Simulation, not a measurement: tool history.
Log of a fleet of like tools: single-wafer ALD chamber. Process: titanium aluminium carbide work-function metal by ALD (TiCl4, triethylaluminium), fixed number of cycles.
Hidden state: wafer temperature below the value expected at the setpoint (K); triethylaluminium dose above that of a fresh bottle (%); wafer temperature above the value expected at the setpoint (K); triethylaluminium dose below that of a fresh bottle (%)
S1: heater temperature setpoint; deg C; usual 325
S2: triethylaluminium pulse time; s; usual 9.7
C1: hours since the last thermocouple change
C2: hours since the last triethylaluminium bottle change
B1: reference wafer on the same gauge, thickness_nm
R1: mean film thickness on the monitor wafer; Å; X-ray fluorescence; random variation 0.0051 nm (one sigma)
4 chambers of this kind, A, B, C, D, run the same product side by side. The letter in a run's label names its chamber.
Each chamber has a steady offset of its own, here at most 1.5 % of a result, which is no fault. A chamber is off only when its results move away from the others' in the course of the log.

run 1C hour=6.4 | S1=325 S2=9.7 | C1=31.4 C2=609.5 | B1=1.7886 | R1=22.046
run 2B hour=14.0 | S1=325 S2=9.7 | C1=667.9 C2=191.9 | B1=1.7908 | R1=21.796
run 3A hour=18.5 | S1=325 S2=9.7 | C1=172.1 C2=466.8 | B1=1.7902 | R1=22.163
run 4D hour=23.1 | S1=325 S2=9.7 | C1=574.3 C2=262.6 | B1=1.7906 | R1=22.339
run 5C hour=28.3 | S1=325 S2=9.7 | C1=53.3 C2=631.4 | B1=1.7904 | R1=22.091
run 6A hour=34.4 | S1=325 S2=9.7 | C1=188.0 C2=482.7 | B1=1.7897 | R1=22.111
run 7D hour=38.8 | S1=325 S2=9.7 | C1=590.0 C2=278.3 | B1=1.7897 | R1=22.342
run 8B hour=44.1 | S1=325 S2=9.7 | C1=698.0 C2=222.0 | B1=1.7891 | R1=21.860
run 9B hour=52.2 | S1=325 S2=9.7 | C1=706.1 C2=230.1 | B1=1.7893 | R1=21.709
run 10D hour=58.8 | S1=325 S2=9.7 | C1=610.0 C2=298.3 | B1=1.7893 | R1=22.274
run 11A hour=66.6 | S1=325 S2=9.7 | C1=220.2 C2=514.9 | B1=1.7904 | R1=22.163
run 12C hour=74.8 | S1=325 S2=9.7 | C1=99.8 C2=677.9 | B1=1.7909 | R1=22.017
run 13C hour=80.7 | S1=325 S2=9.7 | C1=105.7 C2=683.8 | B1=1.7888 | R1=22.050
run 14D hour=87.4 | S1=331 S2=9.7 | C1=638.6 C2=326.9 | B1=1.7899 | R1=22.820
run 15B hour=92.8 | S1=331 S2=9.7 | C1=746.7 C2=270.7 | B1=1.7900 | R1=22.150
run 16A hour=97.5 | S1=331 S2=9.7 | C1=251.1 C2=545.8 | B1=1.7898 | R1=22.693
run 17D hour=101.7 | S1=331 S2=9.7 | C1=652.9 C2=341.2 | B1=1.7905 | R1=22.789
run 18C hour=108.0 | S1=325 S2=9.7 | C1=133.0 C2=711.1 | B1=1.7892 | R1=22.009
-- hour=113.9 chamber C: triethylaluminium bottle replaced
run 19B hour=115.7 | S1=325 S2=9.7 | C1=769.6 C2=293.6 | B1=1.7892 | R1=21.671
run 20A hour=119.9 | S1=325 S2=9.7 | C1=273.5 C2=568.2 | B1=1.7899 | R1=22.251
run 21B hour=124.3 | S1=325 S2=9.7 | C1=778.2 C2=302.2 | B1=1.7902 | R1=21.657
run 22D hour=128.6 | S1=325 S2=9.7 | C1=679.8 C2=368.1 | B1=1.7898 | R1=22.247
run 23A hour=134.0 | S1=325 S2=9.7 | C1=287.6 C2=582.3 | B1=1.7900 | R1=22.214
run 24C hour=142.2 | S1=325 S2=9.7 | C1=167.2 C2=28.3 | B1=1.7899 | R1=22.039
run 25D hour=150.3 | S1=325 S2=9.7 | C1=701.5 C2=389.8 | B1=1.7904 | R1=22.305
run 26C hour=155.5 | S1=325 S2=9.7 | C1=180.5 C2=41.6 | B1=1.7901 | R1=22.077
run 27B hour=161.7 | S1=325 S2=9.7 | C1=815.6 C2=339.6 | B1=1.7894 | R1=21.549
run 28A hour=165.4 | S1=313 S2=9.7 | C1=319.0 C2=613.7 | B1=1.7899 | R1=21.088
run 29A hour=173.4 | S1=313 S2=9.7 | C1=327.0 C2=621.7 | B1=1.7907 | R1=21.083
run 30B hour=177.2 | S1=313 S2=9.7 | C1=831.1 C2=355.1 | B1=1.7892 | R1=20.456
run 31C hour=181.6 | S1=313 S2=9.7 | C1=206.6 C2=67.7 | B1=1.7903 | R1=21.004
run 32D hour=188.0 | S1=325 S2=9.7 | C1=739.2 C2=427.5 | B1=1.7911 | R1=22.239
run 33C hour=192.4 | S1=325 S2=9.7 | C1=217.4 C2=78.5 | B1=1.7896 | R1=22.153
run 34B hour=198.7 | S1=325 S2=9.7 | C1=852.6 C2=376.6 | B1=1.7900 | R1=21.359
run 35A hour=206.1 | S1=325 S2=9.7 | C1=359.7 C2=654.4 | B1=1.7892 | R1=22.227
run 36D hour=210.0 | S1=325 S2=9.7 | C1=761.2 C2=449.5 | B1=1.7901 | R1=22.376
run 37B hour=214.5 | S1=325 S2=9.7 | C1=868.4 C2=392.4 | B1=1.7897 | R1=21.348
run 38C hour=220.4 | S1=325 S2=12.8 | C1=245.4 C2=106.5 | B1=1.7904 | R1=22.567
run 39A hour=227.2 | S1=325 S2=12.8 | C1=380.8 C2=675.5 | B1=1.7900 | R1=22.586
run 40D hour=231.1 | S1=325 S2=12.8 | C1=782.3 C2=470.6 | B1=1.7903 | R1=22.835
run 41C hour=235.5 | S1=325 S2=12.8 | C1=260.5 C2=121.6 | B1=1.7905 | R1=22.646
run 42D hour=240.0 | S1=325 S2=9.7 | C1=791.2 C2=479.5 | B1=1.7904 | R1=22.218
run 43A hour=246.5 | S1=325 S2=9.7 | C1=400.1 C2=694.8 | B1=1.7893 | R1=22.125

Is one chamber off against the others, does the gauge drift, or is nothing wrong? If a chamber is off, say which, and what the likeliest cause is.

Chamber B drifts away from the others.
Cause: triethylaluminium dose below that of a fresh bottle (%) = 14.
The log may not tell that from: wafer temperature below the value expected at the setpoint (K).

Here are 4 candidates for chamber B's next run, each the usual settings with a change, their results left as question marks. Which one brings its results back in line with what the others give on the usual settings?
In line means no further than this from the other chambers' mean on the usual settings: R1 0.180 Å
run 44B-1 hour=252.4 | S1=321 S2=8.56 | R1=?
run 44B-2 hour=252.4 | S1=335 S2=9.70 | R1=?
run 44B-3 hour=252.4 | S1=307 S2=9.70 | R1=?
run 44B-4 hour=252.4 | S1=343 S2=9.70 | R1=?

The other chambers' mean on the usual settings: R1 22.179 Å
run=44B-1 R1=20.445
run=44B-2 R1=22.155
run=44B-3 R1=19.748
run=44B-4 R1=22.850
44B-2 brings the chamber back in line.

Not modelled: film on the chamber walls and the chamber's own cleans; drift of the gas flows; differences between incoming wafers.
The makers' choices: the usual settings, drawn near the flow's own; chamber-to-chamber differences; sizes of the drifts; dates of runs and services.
